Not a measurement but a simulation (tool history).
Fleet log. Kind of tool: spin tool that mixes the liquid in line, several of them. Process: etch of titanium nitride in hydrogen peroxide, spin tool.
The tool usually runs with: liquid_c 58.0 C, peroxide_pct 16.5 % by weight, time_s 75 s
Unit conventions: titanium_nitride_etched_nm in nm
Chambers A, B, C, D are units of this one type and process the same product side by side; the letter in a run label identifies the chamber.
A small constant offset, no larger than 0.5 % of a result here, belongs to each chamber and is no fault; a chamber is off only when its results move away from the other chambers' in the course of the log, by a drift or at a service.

| run | hour | liquid_c | peroxide_pct | time_s | read-back film thickness of the titanium nitride reference wafer, read on the same gauge (nm) | titanium_nitride_etched_nm |
|---|---|---|---|---|---|---|
| 1D | 7.1 | 58.0 | 16.5 | 75 | 150.00 | 4.9532 |
| 2B | 18.1 | 58.0 | 16.5 | 75 | 150.00 | 5.0519 |
| 3A | 28.3 | 58.0 | 16.5 | 75 | 150.00 | 5.0445 |
| 4C | 37.5 | 58.0 | 16.5 | 75 | 150.00 | 4.9899 |
| 5B | 42.6 | 58.0 | 16.5 | 75 | 150.00 | 5.0353 |
| 6A | 53.5 | 58.0 | 19.0 | 75 | 150.02 | 5.1373 |
| 7D | 59.5 | 58.0 | 19.0 | 75 | 149.99 | 5.1932 |
| 8C | 65.5 | 58.0 | 19.0 | 75 | 149.99 | 5.1634 |
| 9B | 71.5 | 58.0 | 19.0 | 75 | 150.00 | 5.1531 |
|  | 74.8 | chamber B: heated supply line repaired |
| 10C | 76.5 | 58.0 | 16.5 | 75 | 149.99 | 5.0095 |
| 11D | 86.8 | 58.0 | 16.5 | 75 | 150.02 | 5.0172 |
| 12A | 91.6 | 58.0 | 16.5 | 75 | 150.00 | 5.0699 |
| 13B | 98.4 | 58.0 | 16.5 | 75 | 150.02 | 5.0306 |
| 14A | 104.4 | 58.0 | 16.5 | 75 | 149.97 | 5.0151 |
| 15D | 114.8 | 58.0 | 16.5 | 75 | 149.99 | 5.0337 |
| 16C | 123.7 | 58.0 | 16.5 | 75 | 149.98 | 4.9788 |
| 17A | 132.0 | 58.0 | 16.5 | 75 | 150.01 | 5.0399 |
| 18C | 140.1 | 58.0 | 16.5 | 75 | 150.00 | 4.9276 |
| 19D | 149.3 | 58.0 | 14.5 | 75 | 150.02 | 4.8801 |
| 20B | 155.4 | 58.0 | 14.5 | 75 | 150.01 | 4.9095 |
| 21A | 160.7 | 58.0 | 14.5 | 75 | 150.02 | 4.9109 |
| 22D | 170.5 | 58.0 | 14.5 | 75 | 150.00 | 4.8667 |
| 23B | 180.3 | 51.5 | 16.5 | 75 | 150.01 | 3.1961 |
| 24C | 186.5 | 51.5 | 16.5 | 75 | 150.02 | 3.1280 |
| 25D | 196.8 | 51.5 | 16.5 | 75 | 150.01 | 3.1616 |
| 26B | 206.3 | 51.5 | 16.5 | 75 | 149.99 | 3.2032 |
| 27C | 212.3 | 58.0 | 16.5 | 75 | 150.01 | 4.8818 |

One chamber off, gauge drift, or nothing amiss beyond the chambers' own small offsets? If it is a chamber, which one, and what is the likeliest cause?

One chamber, C, drifts off from the rest bit by bit.
Likeliest cause: liquid colder than its thermometer reads (K) = 0.478.
Not necessarily distinguishable in this log from: peroxide flow below the setpoint (%); temperature lost on the way to the wafer (K).

Here are 4 candidates for chamber C's next run, each the usual settings with a change, their results left as question marks. Which one brings its results back in line with what the others give on the usual settings?
Allowed miss from the other chambers' usual-settings mean, per result, to count as in line: titanium_nitride_etched_nm 0.0890 nm
| 28C-1 | 220.3 | 58.0 | 19.0 | 75 |  | ? |
| 28C-2 | 220.3 | 57.5 | 16.5 | 75 |  | ? |
| 28C-3 | 220.3 | 58.0 | 16.5 | 80 |  | ? |
| 28C-4 | 220.3 | 57.0 | 16.5 | 75 |  | ? |

What the other chambers average on the usual settings: titanium_nitride_etched_nm 5.0209 nm
| run | titanium_nitride_etched_nm |
|---|---|
| 28C-1 | 5.0021 |
| 28C-2 | 4.6908 |
| 28C-3 | 5.1794 |
| 28C-4 | 4.5342 |
The answer is 28C-1, which returns the chamber to within the allowed miss of the others.
